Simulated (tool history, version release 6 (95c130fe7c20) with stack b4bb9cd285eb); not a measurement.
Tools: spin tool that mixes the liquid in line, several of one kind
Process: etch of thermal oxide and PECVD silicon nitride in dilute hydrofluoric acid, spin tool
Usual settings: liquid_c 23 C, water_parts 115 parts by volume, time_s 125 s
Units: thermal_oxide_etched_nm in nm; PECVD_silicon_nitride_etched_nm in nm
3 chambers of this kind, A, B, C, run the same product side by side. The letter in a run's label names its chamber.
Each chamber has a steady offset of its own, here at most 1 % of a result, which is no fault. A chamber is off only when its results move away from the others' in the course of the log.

run,hour,liquid_c,water_parts,time_s,hours since the thermometer was replaced,hours since the hydrofluoric acid flow meter was replaced,"read-back film thickness of the thermal oxide reference wafer, read on the same gauge (nm)","read-back film thickness of the PECVD silicon nitride reference wafer, read on the same gauge (nm)",thermal_oxide_etched_nm,PECVD_silicon_nitride_etched_nm
1C,10.6,23,115,125,1010.7,1510.6,120.01,120.01,5.0136,2.8398
2A,22.6,23,115,125,418.2,618,120.02,119.99,5.0346,2.823
3B,34.6,23,115,125,310.9,75.5,120.01,119.97,5.0725,2.7718
4A,43.4,23,115,125,439,638.8,119.99,119.97,5.0619,2.7972
5B,52.8,23,115,125,329.1,93.7,119.98,120,4.9811,2.8259
6C,64.8,23,115,125,1064.9,1564.8,119.98,120.01,5.1398,2.8549
7C,71.4,23,115,125,1071.5,1571.4,120.01,119.98,5.1927,2.8734
8B,81.7,23,115,125,358,122.6,120,120,4.9891,2.7587
# hour 82.9: chamber C: thermometer replaced
9A,94.4,23,115,125,490,689.8,119.98,119.99,5.1706,2.7915
10A,104.2,23,115,125,499.8,699.6,119.98,120,5.0536,2.8568
11C,113.9,23,115,125,31.1,1613.9,120,120.02,5.0695,2.8632
12B,122.3,23,115,125,398.6,163.2,120,119.99,5.0952,2.8431
13A,134.5,23,115,125,530.1,729.9,119.98,120.02,5.1229,2.8835
14C,147,23,115,125,64.2,1647,119.99,120.03,5.0382,2.8034
15B,158.4,23,115,125,434.7,199.3,119.99,120.01,5.0504,2.7613
16B,167.3,23,115,125,443.6,208.2,120.03,119.96,5.0243,2.7902
17A,177.7,23,115,125,573.3,773.1,120.03,119.96,5.142,2.917
18C,183.4,23,115,125,100.6,1683.4,120.02,120.03,5.0065,2.7788
19C,194.8,23,115,125,112,1694.8,120,119.98,5.0413,2.8344
20A,202.6,23,115,125,598.2,798,119.98,120.01,5.1774,2.9398
21B,209,23,115,125,485.3,249.9,119.99,119.98,4.9212,2.8213
22B,219.6,23,115,125,495.9,260.5,119.99,120.04,5.0061,2.7905
23A,228.2,23,115,125,623.8,823.6,119.99,119.95,5.235,2.8912
24C,240.9,20,75,125,158.1,1740.9,120.01,120.02,7.1869,3.4469
25B,250.6,20,75,125,526.9,291.5,119.99,120.01,7.1741,3.558
26A,256.3,20,75,125,651.9,851.7,119.98,119.99,7.6079,3.772
27C,265.1,23,115,125,182.3,1765.1,119.98,120.02,5.0565,2.7779
28B,275.4,23,115,125,551.7,316.3,120.01,120,5.0243,2.777
29C,286,23,115,125,203.2,1786,120.01,119.99,5.0021,2.8551
30A,294,23,115,125,689.6,889.4,120,119.97,5.2798,3.011
31A,300.4,23,115,125,696,895.8,120.01,120.02,5.3066,2.9977
32C,306.9,23,115,125,224.1,1806.9,119.98,119.99,5.0577,2.8225
33B,316.1,23,115,125,592.4,357,120.02,120,4.9774,2.8725
34C,322.5,23,115,125,239.7,1822.5,120,120.01,5.1637,2.8276
35A,330.9,23,115,125,726.5,926.3,119.99,119.97,5.4081,3.1549

All 3 chambers run these settings next. Forecast each chamber's results:
36A,340,23,115,55,,,,,?,?
36B,340,23,115,55,,,,,?,?
36C,340,23,115,55,,,,,?,?

run,thermal_oxide_etched_nm,PECVD_silicon_nitride_etched_nm
36A,2.3558,1.3721
36B,2.1951,1.2473
36C,2.2154,1.2339
